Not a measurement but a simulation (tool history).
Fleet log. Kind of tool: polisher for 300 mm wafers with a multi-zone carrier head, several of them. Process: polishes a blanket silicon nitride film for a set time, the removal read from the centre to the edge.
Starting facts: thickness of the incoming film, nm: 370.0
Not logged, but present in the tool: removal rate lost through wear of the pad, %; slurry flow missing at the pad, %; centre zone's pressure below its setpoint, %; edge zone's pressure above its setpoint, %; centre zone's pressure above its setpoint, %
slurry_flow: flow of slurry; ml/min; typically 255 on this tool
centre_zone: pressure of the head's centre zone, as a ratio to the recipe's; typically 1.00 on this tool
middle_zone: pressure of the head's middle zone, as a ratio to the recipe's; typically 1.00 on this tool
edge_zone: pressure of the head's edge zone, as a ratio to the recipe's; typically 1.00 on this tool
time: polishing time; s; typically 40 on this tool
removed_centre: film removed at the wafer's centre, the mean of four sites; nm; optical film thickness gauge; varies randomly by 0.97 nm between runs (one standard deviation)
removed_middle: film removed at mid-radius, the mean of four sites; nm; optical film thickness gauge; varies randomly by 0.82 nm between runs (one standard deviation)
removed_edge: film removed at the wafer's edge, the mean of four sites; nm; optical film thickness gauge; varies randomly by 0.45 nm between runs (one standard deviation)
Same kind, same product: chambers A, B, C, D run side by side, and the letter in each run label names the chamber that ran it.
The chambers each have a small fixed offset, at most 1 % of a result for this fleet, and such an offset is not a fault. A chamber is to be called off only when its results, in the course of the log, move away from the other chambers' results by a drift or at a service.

| run | hour | slurry_flow | centre_zone | middle_zone | edge_zone | time | wafers polished on this pad | hours since the slurry nozzle was cleaned | hours since the centre zone pressure was calibrated | hours since the edge zone pressure was calibrated | removed_centre | removed_middle | removed_edge |
|---|---|---|---|---|---|---|---|---|---|---|---|---|---|
|  | 7.5 | chamber C: worn pad replaced by a new one |
| 1D | 12.8 | 255 | 1.00 | 1.00 | 1.00 | 40 | 1490 | 252.8 | 192.8 | 694.5 | 65.022 | 66.398 | 65.524 |
|  | 13.6 | chamber D: worn pad replaced by a new one |
| 2B | 25.3 | 255 | 1.00 | 1.00 | 1.00 | 40 | 934 | 443.5 | 302.7 | 1503.9 | 65.061 | 65.185 | 66.055 |
|  | 31.0 | chamber A: worn pad replaced by a new one |
| 3A | 39.9 | 255 | 1.00 | 1.00 | 1.00 | 40 | 130 | 654.6 | 1278.9 | 537.0 | 65.095 | 64.374 | 65.850 |
|  | 45.9 | chamber B: worn pad replaced by a new one |
| 4C | 48.0 | 255 | 1.00 | 1.00 | 1.00 | 40 | 590 | 49.9 | 143.6 | 163.6 | 65.992 | 65.101 | 65.263 |
| 5A | 56.1 | 255 | 1.00 | 1.00 | 1.00 | 40 | 366 | 670.8 | 1295.1 | 553.2 | 67.334 | 65.598 | 66.341 |
| 6B | 65.5 | 255 | 1.00 | 1.00 | 1.00 | 40 | 285 | 483.7 | 342.9 | 1544.1 | 64.782 | 65.522 | 66.046 |
| 7D | 73.4 | 255 | 1.12 | 1.00 | 1.00 | 40 | 870 | 313.4 | 253.4 | 755.1 | 74.574 | 64.543 | 65.478 |
|  | 76.0 | chamber B: edge zone pressure recalibrated |
| 8C | 88.5 | 255 | 1.12 | 1.00 | 1.00 | 40 | 1179 | 90.4 | 184.1 | 204.1 | 73.835 | 66.173 | 64.941 |
|  | 90.5 | chamber C: worn pad replaced by a new one |
| 9B | 96.1 | 255 | 1.12 | 1.00 | 1.00 | 40 | 730 | 514.3 | 373.5 | 20.2 | 72.427 | 65.962 | 65.110 |
|  | 98.4 | chamber D: worn pad replaced by a new one |
| 10C | 106.1 | 255 | 1.12 | 1.00 | 1.00 | 40 | 228 | 108.0 | 201.7 | 221.7 | 73.965 | 63.710 | 65.088 |
| 11D | 119.0 | 255 | 0.93 | 1.00 | 1.00 | 33 | 300 | 359.0 | 299.0 | 800.7 | 50.643 | 54.044 | 53.782 |
|  | 125.2 | chamber A: worn pad replaced by a new one |
| 12A | 127.5 | 255 | 0.93 | 1.00 | 1.00 | 33 | 34 | 742.2 | 1366.5 | 624.6 | 51.152 | 54.050 | 54.303 |
|  | 132.2 | chamber B: worn pad replaced by a new one |
| 13D | 142.3 | 255 | 0.93 | 1.00 | 1.00 | 33 | 639 | 382.3 | 322.3 | 824.0 | 48.568 | 54.217 | 54.433 |
|  | 143.6 | chamber A: edge zone pressure recalibrated |
| 14B | 153.3 | 255 | 0.93 | 1.00 | 1.00 | 33 | 308 | 571.5 | 430.7 | 77.4 | 49.515 | 54.436 | 54.554 |
|  | 155.2 | chamber C: edge zone pressure recalibrated |
| 15C | 169.0 | 255 | 1.00 | 0.90 | 1.00 | 40 | 1143 | 170.9 | 264.6 | 13.9 | 65.477 | 58.501 | 66.085 |
| 16A | 184.4 | 255 | 1.00 | 0.90 | 1.00 | 40 | 862 | 799.1 | 1423.4 | 40.8 | 65.135 | 59.235 | 65.033 |
|  | 190.2 | chamber C: worn pad replaced by a new one |
|  | 190.8 | chamber D: worn pad replaced by a new one |
| 17A | 192.1 | 255 | 1.00 | 0.90 | 1.00 | 40 | 974 | 806.8 | 1431.1 | 48.5 | 64.764 | 59.062 | 65.797 |
|  | 202.1 | chamber A: slurry nozzle cleaned |
| 18C | 202.6 | 255 | 1.00 | 0.90 | 1.00 | 40 | 181 | 204.5 | 298.2 | 47.5 | 65.228 | 59.684 | 65.700 |
| 19B | 210.8 | 255 | 1.00 | 1.00 | 1.00 | 40 | 1145 | 629.0 | 488.2 | 134.9 | 66.362 | 67.400 | 65.475 |
|  | 217.2 | chamber D: edge zone pressure recalibrated |
|  | 220.3 | chamber A: worn pad replaced by a new one |
| 20D | 220.3 | 255 | 1.00 | 1.00 | 1.00 | 40 | 429 | 460.3 | 400.3 | 3.2 | 63.578 | 64.876 | 65.393 |
|  | 226.8 | chamber A: centre zone pressure recalibrated |
| 21B | 233.9 | 255 | 1.00 | 1.00 | 1.00 | 40 | 1481 | 652.1 | 511.3 | 158.0 | 66.484 | 66.257 | 64.961 |
|  | 235.4 | chamber B: worn pad replaced by a new one |
| 22C | 249.9 | 255 | 1.00 | 1.00 | 1.00 | 40 | 869 | 251.8 | 345.5 | 94.8 | 65.527 | 66.739 | 64.982 |
| 23A | 260.5 | 255 | 1.00 | 1.00 | 1.00 | 40 | 585 | 58.5 | 33.7 | 116.9 | 60.193 | 65.353 | 65.517 |
| 24D | 268.0 | 255 | 1.00 | 1.00 | 1.00 | 40 | 1123 | 508.0 | 448.0 | 50.9 | 64.834 | 64.883 | 66.125 |
|  | 275.9 | chamber C: worn pad replaced by a new one |
| 25B | 282.3 | 255 | 1.00 | 1.09 | 1.00 | 40 | 683 | 700.5 | 559.7 | 206.4 | 65.822 | 70.252 | 65.010 |
|  | 285.0 | chamber D: worn pad replaced by a new one |
| 26D | 293.7 | 255 | 1.00 | 1.09 | 1.00 | 40 | 127 | 533.7 | 473.7 | 76.6 | 65.835 | 72.431 | 64.519 |
| 27A | 307.1 | 255 | 1.00 | 1.09 | 1.00 | 40 | 1263 | 105.1 | 80.3 | 163.5 | 59.991 | 71.480 | 65.934 |
| 28C | 315.1 | 255 | 1.00 | 1.09 | 1.00 | 40 | 571 | 317.0 | 410.7 | 160.0 | 63.920 | 69.225 | 65.543 |
|  | 321.2 | chamber A: worn pad replaced by a new one |
|  | 326.0 | chamber B: worn pad replaced by a new one |
| 29B | 327.0 | 255 | 1.00 | 1.00 | 1.00 | 40 | 14 | 745.2 | 604.4 | 251.1 | 66.414 | 66.111 | 64.990 |
| 30C | 335.0 | 255 | 1.00 | 1.00 | 1.00 | 40 | 861 | 336.9 | 430.6 | 179.9 | 65.941 | 66.912 | 65.120 |
| 31A | 351.0 | 255 | 1.00 | 1.00 | 1.00 | 40 | 433 | 149.0 | 124.2 | 207.4 | 59.974 | 63.873 | 65.103 |
|  | 363.5 | chamber C: worn pad replaced by a new one |
| 32D | 364.1 | 255 | 1.00 | 1.00 | 0.91 | 40 | 1152 | 604.1 | 544.1 | 147.0 | 63.930 | 66.704 | 63.326 |
|  | 376.6 | chamber D: worn pad replaced by a new one |
| 33A | 379.5 | 255 | 1.00 | 1.00 | 0.91 | 40 | 848 | 177.5 | 152.7 | 235.9 | 60.982 | 65.442 | 61.310 |
| 34B | 390.6 | 255 | 1.00 | 1.00 | 0.91 | 40 | 940 | 808.8 | 668.0 | 314.7 | 66.554 | 66.538 | 62.576 |
|  | 399.6 | chamber D: slurry nozzle cleaned |
| 35C | 406.3 | 255 | 1.00 | 1.00 | 0.91 | 40 | 623 | 408.2 | 501.9 | 251.2 | 64.327 | 66.069 | 61.578 |
|  | 415.1 | chamber A: worn pad replaced by a new one |
|  | 416.9 | chamber B: worn pad replaced by a new one |
| 36D | 417.6 | 255 | 1.00 | 1.00 | 1.00 | 40 | 597 | 18.0 | 597.6 | 200.5 | 66.744 | 66.262 | 65.171 |
| 37C | 432.3 | 255 | 1.00 | 1.00 | 1.00 | 40 | 1001 | 434.2 | 527.9 | 277.2 | 65.841 | 66.396 | 66.084 |
| 38A | 440.8 | 255 | 1.00 | 1.00 | 1.00 | 40 | 375 | 238.8 | 214.0 | 297.2 | 59.776 | 66.265 | 65.525 |
| 39B | 450.5 | 255 | 1.00 | 1.00 | 1.00 | 40 | 489 | 868.7 | 727.9 | 374.6 | 66.152 | 64.923 | 66.107 |
|  | 459.1 | chamber D: worn pad replaced by a new one |
| 40D | 460.7 | 255 | 1.00 | 1.00 | 1.00 | 40 | 24 | 61.1 | 640.7 | 243.6 | 64.819 | 63.932 | 66.364 |

Each of the 4 chambers runs these same settings next. Fill in every chamber's results:
| 41A | 472.3 | 255 | 1.00 | 1.00 | 1.00 | 40 |  |  |  |  | ? | ? | ? |
| 41B | 472.3 | 255 | 1.00 | 1.00 | 1.00 | 40 |  |  |  |  | ? | ? | ? |
| 41C | 472.3 | 255 | 1.00 | 1.00 | 1.00 | 40 |  |  |  |  | ? | ? | ? |
| 41D | 472.3 | 255 | 1.00 | 1.00 | 1.00 | 40 |  |  |  |  | ? | ? | ? |

| run | removed_centre | removed_middle | removed_edge |
|---|---|---|---|
| 41A | 60.744 | 64.564 | 65.049 |
| 41B | 66.411 | 66.162 | 65.922 |
| 41C | 65.335 | 65.571 | 65.359 |
| 41D | 64.905 | 65.041 | 66.445 |

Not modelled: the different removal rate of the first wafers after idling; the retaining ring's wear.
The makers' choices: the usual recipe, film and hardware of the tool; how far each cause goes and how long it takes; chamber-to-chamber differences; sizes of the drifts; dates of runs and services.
